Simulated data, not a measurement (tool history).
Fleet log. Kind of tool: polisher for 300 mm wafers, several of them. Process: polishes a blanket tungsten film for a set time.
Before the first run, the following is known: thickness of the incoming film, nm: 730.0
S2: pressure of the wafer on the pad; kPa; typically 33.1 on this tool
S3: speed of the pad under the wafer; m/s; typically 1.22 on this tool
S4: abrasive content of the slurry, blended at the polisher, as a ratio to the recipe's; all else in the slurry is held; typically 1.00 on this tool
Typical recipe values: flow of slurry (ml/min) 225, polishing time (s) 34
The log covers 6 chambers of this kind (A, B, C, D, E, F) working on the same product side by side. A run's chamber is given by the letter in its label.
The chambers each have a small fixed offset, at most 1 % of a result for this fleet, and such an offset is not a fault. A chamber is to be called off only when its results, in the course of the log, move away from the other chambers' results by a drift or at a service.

-- day=0.112 chamber C: worn pad replaced by a new one
run 1F day=0.221 | flow_of_slurry_(ml/min)=225 S2=33.1 S3=1.22 S4=1.00 polishing_time_(s)=34 | film_removed_(nm)=230.44
run 2C day=0.375 | flow_of_slurry_(ml/min)=225 S2=33.1 S3=1.22 S4=1.00 polishing_time_(s)=34 | film_removed_(nm)=229.29
-- day=0.500 chamber B: slurry tank refilled with fresh slurry and peroxide
run 3D day=0.567 | flow_of_slurry_(ml/min)=225 S2=33.1 S3=1.22 S4=1.00 polishing_time_(s)=34 | film_removed_(nm)=233.89
run 4B day=0.762 | flow_of_slurry_(ml/min)=225 S2=33.1 S3=1.22 S4=1.00 polishing_time_(s)=34 | film_removed_(nm)=225.41
run 5E day=0.904 | flow_of_slurry_(ml/min)=225 S2=24.8 S3=1.22 S4=0.85 polishing_time_(s)=34 | film_removed_(nm)=166.33
-- day=0.996 chamber E: slurry tank refilled with fresh slurry and peroxide
run 6A day=1.054 | flow_of_slurry_(ml/min)=225 S2=24.8 S3=1.22 S4=0.85 polishing_time_(s)=34 | film_removed_(nm)=162.46
run 7C day=1.229 | flow_of_slurry_(ml/min)=225 S2=24.8 S3=1.22 S4=0.85 polishing_time_(s)=34 | film_removed_(nm)=162.94
-- day=1.258 chamber D: worn pad replaced by a new one
run 8B day=1.417 | flow_of_slurry_(ml/min)=225 S2=24.8 S3=1.22 S4=0.85 polishing_time_(s)=34 | film_removed_(nm)=169.94
-- day=1.483 chamber D: slurry tank refilled with fresh slurry and peroxide
run 9D day=1.554 | flow_of_slurry_(ml/min)=225 S2=24.8 S3=1.22 S4=0.85 polishing_time_(s)=34 | film_removed_(nm)=164.54
run 10E day=1.671 | flow_of_slurry_(ml/min)=225 S2=24.8 S3=1.22 S4=0.85 polishing_time_(s)=34 | film_removed_(nm)=166.39
run 11A day=1.817 | flow_of_slurry_(ml/min)=225 S2=33.1 S3=1.22 S4=1.00 polishing_time_(s)=34 | film_removed_(nm)=229.12
run 12F day=2.021 | flow_of_slurry_(ml/min)=225 S2=33.1 S3=1.22 S4=1.00 polishing_time_(s)=34 | film_removed_(nm)=234.74
-- day=2.071 chamber C: slurry tank refilled with fresh slurry and peroxide
run 13D day=2.238 | flow_of_slurry_(ml/min)=225 S2=33.1 S3=1.22 S4=1.00 polishing_time_(s)=34 | film_removed_(nm)=233.05
-- day=2.379 chamber F: slurry tank refilled with fresh slurry and peroxide
-- day=2.400 chamber E: slurry blender recalibrated
run 14C day=2.438 | flow_of_slurry_(ml/min)=225 S2=33.1 S3=1.22 S4=1.00 polishing_time_(s)=34 | film_removed_(nm)=227.07
-- day=2.562 chamber E: worn pad replaced by a new one
run 15A day=2.596 | flow_of_slurry_(ml/min)=225 S2=33.1 S3=1.22 S4=1.00 polishing_time_(s)=34 | film_removed_(nm)=229.74
-- day=2.829 chamber B: worn pad replaced by a new one
run 16B day=2.838 | flow_of_slurry_(ml/min)=225 S2=33.1 S3=1.22 S4=1.00 polishing_time_(s)=34 | film_removed_(nm)=232.71
-- day=2.950 chamber A: worn pad replaced by a new one
run 17E day=3.033 | flow_of_slurry_(ml/min)=225 S2=33.1 S3=1.22 S4=1.00 polishing_time_(s)=34 | film_removed_(nm)=224.18
run 18F day=3.229 | flow_of_slurry_(ml/min)=225 S2=33.1 S3=1.22 S4=1.00 polishing_time_(s)=34 | film_removed_(nm)=230.96
-- day=3.283 chamber D: slurry tank refilled with fresh slurry and peroxide
-- day=3.325 chamber C: worn pad replaced by a new one
run 19E day=3.354 | flow_of_slurry_(ml/min)=225 S2=33.1 S3=1.22 S4=1.00 polishing_time_(s)=34 | film_removed_(nm)=237.68
-- day=3.471 chamber A: slurry blender recalibrated
run 20A day=3.600 | flow_of_slurry_(ml/min)=225 S2=33.1 S3=1.22 S4=1.00 polishing_time_(s)=34 | film_removed_(nm)=225.96
-- day=3.642 chamber F: worn pad replaced by a new one
run 21F day=3.821 | flow_of_slurry_(ml/min)=225 S2=33.1 S3=1.22 S4=1.00 polishing_time_(s)=34 | film_removed_(nm)=234.87
-- day=3.825 chamber E: slurry tank refilled with fresh slurry and peroxide
-- day=3.942 chamber B: slurry blender recalibrated
run 22B day=3.950 | flow_of_slurry_(ml/min)=185 S2=22.1 S3=1.22 S4=1.00 polishing_time_(s)=34 | film_removed_(nm)=152.58
run 23D day=4.075 | flow_of_slurry_(ml/min)=185 S2=22.1 S3=1.22 S4=1.00 polishing_time_(s)=34 | film_removed_(nm)=150.93
run 24C day=4.275 | flow_of_slurry_(ml/min)=185 S2=22.1 S3=1.22 S4=1.00 polishing_time_(s)=34 | film_removed_(nm)=152.11
run 25D day=4.458 | flow_of_slurry_(ml/min)=185 S2=22.1 S3=1.22 S4=1.00 polishing_time_(s)=34 | film_removed_(nm)=145.08
run 26F day=4.700 | flow_of_slurry_(ml/min)=185 S2=22.1 S3=1.22 S4=1.00 polishing_time_(s)=34 | film_removed_(nm)=151.61
-- day=4.733 chamber E: slurry nozzle cleaned
run 27B day=4.879 | flow_of_slurry_(ml/min)=185 S2=22.1 S3=1.22 S4=1.00 polishing_time_(s)=34 | film_removed_(nm)=149.00
run 28C day=5.075 | flow_of_slurry_(ml/min)=225 S2=33.1 S3=1.22 S4=1.00 polishing_time_(s)=34 | film_removed_(nm)=235.87
run 29E day=5.229 | flow_of_slurry_(ml/min)=225 S2=33.1 S3=1.22 S4=1.00 polishing_time_(s)=34 | film_removed_(nm)=231.85
run 30A day=5.333 | flow_of_slurry_(ml/min)=225 S2=33.1 S3=1.22 S4=1.00 polishing_time_(s)=34 | film_removed_(nm)=231.08
run 31C day=5.442 | flow_of_slurry_(ml/min)=225 S2=33.1 S3=1.22 S4=1.00 polishing_time_(s)=34 | film_removed_(nm)=230.46
-- day=5.471 chamber D: slurry tank refilled with fresh slurry and peroxide
-- day=5.483 chamber D: worn pad replaced by a new one
run 32D day=5.571 | flow_of_slurry_(ml/min)=225 S2=33.1 S3=1.22 S4=1.00 polishing_time_(s)=34 | film_removed_(nm)=228.82
run 33B day=5.679 | flow_of_slurry_(ml/min)=225 S2=33.1 S3=1.22 S4=1.00 polishing_time_(s)=34 | film_removed_(nm)=226.03
-- day=5.754 chamber C: worn pad replaced by a new one
run 34E day=5.817 | flow_of_slurry_(ml/min)=225 S2=33.1 S3=1.22 S4=1.00 polishing_time_(s)=34 | film_removed_(nm)=234.65
run 35F day=5.921 | flow_of_slurry_(ml/min)=225 S2=33.1 S3=1.22 S4=1.00 polishing_time_(s)=34 | film_removed_(nm)=235.16
-- day=5.950 chamber A: slurry tank refilled with fresh slurry and peroxide
run 36A day=6.062 | flow_of_slurry_(ml/min)=225 S2=33.1 S3=1.22 S4=1.00 polishing_time_(s)=34 | film_removed_(nm)=227.36
run 37A day=6.229 | flow_of_slurry_(ml/min)=225 S2=33.1 S3=1.22 S4=1.00 polishing_time_(s)=34 | film_removed_(nm)=221.34
-- day=6.354 chamber D: slurry nozzle cleaned
run 38B day=6.400 | flow_of_slurry_(ml/min)=225 S2=33.1 S3=1.22 S4=1.00 polishing_time_(s)=34 | film_removed_(nm)=233.43
-- day=6.567 chamber E: worn pad replaced by a new one
run 39D day=6.642 | flow_of_slurry_(ml/min)=225 S2=33.1 S3=1.22 S4=1.00 polishing_time_(s)=34 | film_removed_(nm)=230.00
-- day=6.729 chamber E: slurry tank refilled with fresh slurry and peroxide
run 40F day=6.783 | flow_of_slurry_(ml/min)=225 S2=33.1 S3=1.22 S4=1.00 polishing_time_(s)=34 | film_removed_(nm)=225.85
run 41C day=6.917 | flow_of_slurry_(ml/min)=225 S2=33.1 S3=1.22 S4=1.00 polishing_time_(s)=34 | film_removed_(nm)=230.92
run 42E day=7.088 | flow_of_slurry_(ml/min)=225 S2=33.1 S3=1.22 S4=1.00 polishing_time_(s)=34 | film_removed_(nm)=231.61
run 43F day=7.288 | flow_of_slurry_(ml/min)=170 S2=33.1 S3=0.92 S4=1.00 polishing_time_(s)=34 | film_removed_(nm)=170.91
run 44C day=7.492 | flow_of_slurry_(ml/min)=170 S2=33.1 S3=0.92 S4=1.00 polishing_time_(s)=34 | film_removed_(nm)=166.00

Next, every chamber runs the same settings. What will each give?
run 45A day=7.667 | flow_of_slurry_(ml/min)=225 S2=33.1 S3=1.22 S4=1.00 polishing_time_(s)=34 | film_removed_(nm)=?
run 45B day=7.667 | flow_of_slurry_(ml/min)=225 S2=33.1 S3=1.22 S4=1.00 polishing_time_(s)=34 | film_removed_(nm)=?
run 45C day=7.667 | flow_of_slurry_(ml/min)=225 S2=33.1 S3=1.22 S4=1.00 polishing_time_(s)=34 | film_removed_(nm)=?
run 45D day=7.667 | flow_of_slurry_(ml/min)=225 S2=33.1 S3=1.22 S4=1.00 polishing_time_(s)=34 | film_removed_(nm)=?
run 45E day=7.667 | flow_of_slurry_(ml/min)=225 S2=33.1 S3=1.22 S4=1.00 polishing_time_(s)=34 | film_removed_(nm)=?
run 45F day=7.667 | flow_of_slurry_(ml/min)=225 S2=33.1 S3=1.22 S4=1.00 polishing_time_(s)=34 | film_removed_(nm)=?

run=45A film_removed_(nm)=227.11
run=45B film_removed_(nm)=227.80
run=45C film_removed_(nm)=233.54
run=45D film_removed_(nm)=229.38
run=45E film_removed_(nm)=229.13
run=45F film_removed_(nm)=228.09

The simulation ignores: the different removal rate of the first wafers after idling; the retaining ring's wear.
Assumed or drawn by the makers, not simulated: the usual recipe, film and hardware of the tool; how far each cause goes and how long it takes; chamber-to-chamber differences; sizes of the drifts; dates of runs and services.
